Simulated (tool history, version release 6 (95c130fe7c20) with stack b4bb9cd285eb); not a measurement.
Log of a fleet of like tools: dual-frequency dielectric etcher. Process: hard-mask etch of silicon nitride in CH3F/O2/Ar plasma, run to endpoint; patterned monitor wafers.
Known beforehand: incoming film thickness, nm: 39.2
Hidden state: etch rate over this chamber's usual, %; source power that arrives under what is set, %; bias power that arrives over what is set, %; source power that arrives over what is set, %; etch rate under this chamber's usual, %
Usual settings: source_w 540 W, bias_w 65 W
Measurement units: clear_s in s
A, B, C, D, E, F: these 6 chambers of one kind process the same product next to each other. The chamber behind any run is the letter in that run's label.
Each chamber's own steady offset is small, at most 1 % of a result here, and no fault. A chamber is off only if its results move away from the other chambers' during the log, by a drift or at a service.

run     day  source_w  bias_w  hours since the last wet clean  hours since the last source power generator calibration  hours since the last bias power generator calibration  clear_s
 1B   0.192       540      65                           394.4                                                    771.9                                                 2368.4   52.261
 2E   0.342       540      65                           175.1                                                     66.3                                                  721.5   52.156
 3D   0.646       540      65                           169.2                                                   3003.6                                                 1300.9   52.328
 4C   0.867       540      65                           291.2                                                   1271.4                                                 2158.7   52.378
 5F   1.021       540      60                            63.4                                                   2286.9                                                  457.2   53.398
 6A   1.329       540      60                           153.0                                                   3238.1                                                  382.5   54.491
 7D   1.550       540      60                           190.9                                                   3025.3                                                 1322.6   53.179
 8A   1.846       540      60                           165.4                                                   3250.5                                                  394.9   54.477
      2.067  -- chamber B: wet clean of the chamber
 9C   2.075       540      60                           320.2                                                   1300.4                                                 2187.7   53.997
10F   2.379       540      60                            96.0                                                   2319.5                                                  489.8   53.639
11B   2.592       540      65                            12.7                                                    829.5                                                 2426.0   52.192
12E   2.879       540      65                           236.0                                                    127.2                                                  782.4   52.308
13C   3.129       540      65                           345.5                                                   1325.7                                                 2213.0   52.765
14F   3.308       540      65                           118.3                                                   2341.8                                                  512.1   52.402
15A   3.454       540      65                           204.0                                                   3289.1                                                  433.5   53.111
16E   3.625       540      65                           253.9                                                    145.1                                                  800.3   52.351
17D   3.912       540      65                           247.6                                                   3082.0                                                 1379.3   52.482
18B   4.192       490      65                            51.1                                                    867.9                                                 2464.4   54.230
19B   4.450       490      65                            57.3                                                    874.1                                                 2470.6   53.864
20C   4.717       490      65                           383.6                                                   1363.8                                                 2251.1   54.590
21E   5.017       490      65                           287.3                                                    178.5                                                  833.7   53.983
22D   5.317       490      65                           281.3                                                   3115.7                                                 1413.0   53.481
23F   5.575       490      65                           172.7                                                   2396.2                                                  566.5   54.131
24A   5.892       540      65                           262.5                                                   3347.6                                                  492.0   52.731
25B   6.225       540      65                            99.9                                                    916.7                                                 2513.2   52.212
26F   6.492       540      65                           194.7                                                   2418.2                                                  588.5   52.144
      6.571  -- chamber C: wet clean of the chamber
27D   6.771       540      65                           316.2                                                   3150.6                                                 1447.9   51.398
28E   7.092       540      65                           337.1                                                    228.3                                                  883.5   51.689
      7.150  -- chamber D: source power generator calibrated
29A   7.412       540      65                           299.0                                                   3384.1                                                  528.5   53.013
30C   7.638       540      65                            25.7                                                   1433.9                                                 2321.2   54.390
31F   7.858       540      65                           227.5                                                   2451.0                                                  621.3   52.106
32B   8.125       540      65                           145.5                                                    962.3                                                 2558.8   52.409
33A   8.275       540      65                           319.7                                                   3404.8                                                  549.2   52.856
34C   8.554       540      65                            47.7                                                   1455.9                                                 2343.2   54.398
35E   8.779       540      65                           377.6                                                    268.8                                                  924.0   51.857
36D   9.108       540      65                           372.3                                                     47.1                                                 1504.0   51.941
37C   9.358       540      65                            67.0                                                   1475.2                                                 2362.5   54.260
38D   9.612       540      65                           384.4                                                     59.2                                                 1516.1   52.372
39E   9.796       540      65                           402.0                                                    293.2                                                  948.4   52.180
40F  10.038       540      65                           279.8                                                   2503.3                                                  673.6   52.436
41B  10.329       540      65                           198.4                                                   1015.2                                                 2611.7   51.873

Does one chamber stand apart from the rest, does the shared gauge drift, or is all well apart from small per-chamber offsets? Give the chamber and the most likely cause, where there is one.

Chamber C has stood off from the others ever since a service on it.
What lies behind it: etch rate under this chamber's usual, % = 3.27.

Below are 4 candidate recipes for chamber C's next run, each the usual settings with a change, their results shown as question marks. Which of them brings C's results back in line with what the other chambers give on the usual settings?
Maximum distance from the other chambers' mean on the usual settings for a result to count as in line: clear_s 1.000 s
42C-1  10.571       570      68                                                                                                                                                        ?
42C-2  10.571       480      65                                                                                                                                                        ?
42C-3  10.571       470      58                                                                                                                                                        ?
42C-4  10.571       660      65                                                                                                                                                        ?

Average result of the remaining chambers running the usual settings: clear_s 52.245 s
  run  clear_s
42C-1   52.424
42C-2   56.786
42C-3   59.407
42C-4   50.310
42C-1 brings the chamber back in line.
